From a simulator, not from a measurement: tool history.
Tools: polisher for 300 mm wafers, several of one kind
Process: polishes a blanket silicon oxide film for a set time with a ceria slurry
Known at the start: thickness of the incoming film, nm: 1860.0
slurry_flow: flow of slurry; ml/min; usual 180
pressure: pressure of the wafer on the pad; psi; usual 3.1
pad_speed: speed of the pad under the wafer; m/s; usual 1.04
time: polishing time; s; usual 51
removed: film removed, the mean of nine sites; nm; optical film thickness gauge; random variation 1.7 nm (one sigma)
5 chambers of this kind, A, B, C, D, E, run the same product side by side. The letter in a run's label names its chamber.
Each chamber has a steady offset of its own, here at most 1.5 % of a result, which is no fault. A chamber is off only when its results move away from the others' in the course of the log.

| run | hour | slurry_flow | pressure | pad_speed | time | wafers polished on this pad | hours since the slurry nozzle was cleaned | hours since the head pressure was calibrated | removed |
|---|---|---|---|---|---|---|---|---|---|
|  | 6.4 | chamber E: worn pad replaced by a new one |
| 1E | 13.3 | 180 | 3.1 | 1.04 | 51 | 92 | 83.4 | 373.8 | 186.21 |
| 2B | 23.1 | 180 | 3.1 | 1.04 | 51 | 1169 | 386.0 | 86.9 | 189.56 |
|  | 24.5 | chamber B: worn pad replaced by a new one |
| 3A | 32.9 | 180 | 3.1 | 1.04 | 51 | 941 | 612.4 | 433.4 | 190.05 |
|  | 35.6 | chamber A: head pressure recalibrated |
| 4D | 42.6 | 180 | 3.1 | 1.04 | 51 | 669 | 164.9 | 641.8 | 187.15 |
| 5C | 50.5 | 180 | 3.1 | 1.04 | 51 | 782 | 210.9 | 358.8 | 193.01 |
|  | 54.8 | chamber A: slurry nozzle cleaned |
|  | 56.7 | chamber A: worn pad replaced by a new one |
| 6E | 57.0 | 180 | 3.1 | 1.04 | 51 | 674 | 127.1 | 417.5 | 189.29 |
|  | 67.4 | chamber C: worn pad replaced by a new one |
| 7B | 69.0 | 180 | 3.1 | 1.04 | 51 | 593 | 431.9 | 132.8 | 191.64 |
| 8D | 82.9 | 180 | 3.1 | 1.04 | 51 | 1206 | 205.2 | 682.1 | 191.21 |
|  | 92.5 | chamber D: worn pad replaced by a new one |
|  | 94.0 | chamber E: worn pad replaced by a new one |
| 9A | 96.5 | 180 | 3.1 | 1.04 | 51 | 530 | 41.7 | 60.9 | 189.49 |
| 10C | 104.2 | 180 | 3.1 | 1.04 | 51 | 491 | 264.6 | 412.5 | 191.25 |
| 11E | 114.2 | 180 | 3.1 | 1.04 | 51 | 269 | 184.3 | 474.7 | 186.84 |
|  | 120.6 | chamber B: worn pad replaced by a new one |
| 12A | 123.1 | 180 | 3.1 | 1.04 | 51 | 884 | 68.3 | 87.5 | 187.79 |
|  | 128.0 | chamber D: slurry nozzle cleaned |
|  | 130.1 | chamber A: worn pad replaced by a new one |
| 13D | 134.7 | 180 | 3.1 | 1.04 | 51 | 562 | 6.7 | 733.9 | 190.11 |
|  | 140.7 | chamber C: worn pad replaced by a new one |
| 14B | 142.2 | 180 | 3.1 | 0.90 | 51 | 288 | 505.1 | 206.0 | 162.42 |
|  | 149.8 | chamber C: head pressure recalibrated |
| 15C | 150.0 | 180 | 3.1 | 0.90 | 51 | 124 | 310.4 | 0.3 | 150.42 |
| 16E | 159.7 | 180 | 3.1 | 0.90 | 51 | 875 | 229.8 | 520.2 | 160.40 |
|  | 164.7 | chamber E: worn pad replaced by a new one |
| 17C | 171.1 | 180 | 3.1 | 0.90 | 51 | 405 | 331.5 | 21.4 | 148.11 |
| 18B | 185.6 | 180 | 3.1 | 0.90 | 51 | 867 | 548.5 | 249.4 | 162.27 |
|  | 185.8 | chamber D: worn pad replaced by a new one |
|  | 187.3 | chamber D: head pressure recalibrated |
| 19D | 197.9 | 180 | 3.1 | 1.04 | 51 | 161 | 69.9 | 10.7 | 187.82 |
|  | 206.2 | chamber B: worn pad replaced by a new one |
| 20A | 209.1 | 180 | 3.1 | 1.04 | 51 | 1052 | 154.3 | 173.5 | 189.13 |
|  | 213.8 | chamber A: worn pad replaced by a new one |
|  | 214.1 | chamber B: slurry nozzle cleaned |
| 21B | 218.0 | 180 | 3.1 | 1.04 | 51 | 157 | 3.9 | 281.8 | 189.66 |
|  | 219.1 | chamber C: worn pad replaced by a new one |
| 22A | 231.9 | 180 | 3.1 | 1.04 | 51 | 241 | 177.1 | 196.3 | 190.21 |
|  | 236.4 | chamber E: worn pad replaced by a new one |
| 23D | 240.5 | 180 | 3.1 | 1.04 | 51 | 729 | 112.5 | 53.3 | 190.83 |
| 24C | 249.9 | 180 | 3.1 | 1.04 | 51 | 410 | 410.3 | 100.2 | 170.31 |
|  | 255.4 | chamber C: slurry nozzle cleaned |
| 25E | 264.0 | 180 | 3.1 | 1.04 | 51 | 368 | 334.1 | 624.5 | 187.10 |
| 26B | 275.5 | 180 | 3.1 | 1.04 | 51 | 923 | 61.4 | 339.3 | 190.11 |
|  | 282.3 | chamber D: worn pad replaced by a new one |
| 27A | 287.5 | 180 | 3.1 | 1.04 | 51 | 981 | 232.7 | 251.9 | 187.56 |
|  | 292.1 | chamber B: worn pad replaced by a new one |
| 28C | 296.0 | 180 | 3.7 | 1.04 | 68 | 1024 | 40.7 | 146.3 | 271.81 |
|  | 303.6 | chamber E: worn pad replaced by a new one |
| 29D | 309.6 | 180 | 3.7 | 1.04 | 68 | 364 | 181.6 | 122.4 | 304.04 |
| 30E | 321.4 | 180 | 3.7 | 1.04 | 68 | 237 | 391.5 | 681.9 | 295.92 |
| 31B | 332.7 | 180 | 3.7 | 1.04 | 68 | 541 | 118.6 | 396.5 | 301.46 |
| 32E | 345.7 | 180 | 3.7 | 1.04 | 68 | 561 | 415.8 | 706.2 | 297.40 |

Is one chamber off against the others, does the gauge drift, or is nothing wrong? If a chamber is off, say which, and what the likeliest cause is.

A service left chamber C off against the others.
Cause: head's pressure below its setpoint, % = 9.66.

Here are 4 candidates for chamber C's next run, each the usual settings with a change, their results left as question marks. Which one brings its results back in line with what the others give on the usual settings?
In line means no further than this from the other chambers' mean on the usual settings: removed 5.90 nm
| 33C-1 | 356.0 | 180 | 3.1 | 1.04 | 49 |  |  |  | ? |
| 33C-2 | 356.0 | 180 | 3.2 | 1.08 | 53 |  |  |  | ? |
| 33C-3 | 356.0 | 180 | 3.1 | 1.04 | 53 |  |  |  | ? |
| 33C-4 | 356.0 | 180 | 2.8 | 1.04 | 51 |  |  |  | ? |

The other chambers' mean on the usual settings: removed 189.11 nm
| run | removed |
|---|---|
| 33C-1 | 162.03 |
| 33C-2 | 187.97 |
| 33C-3 | 175.26 |
| 33C-4 | 152.33 |
33C-2 brings the chamber back in line.
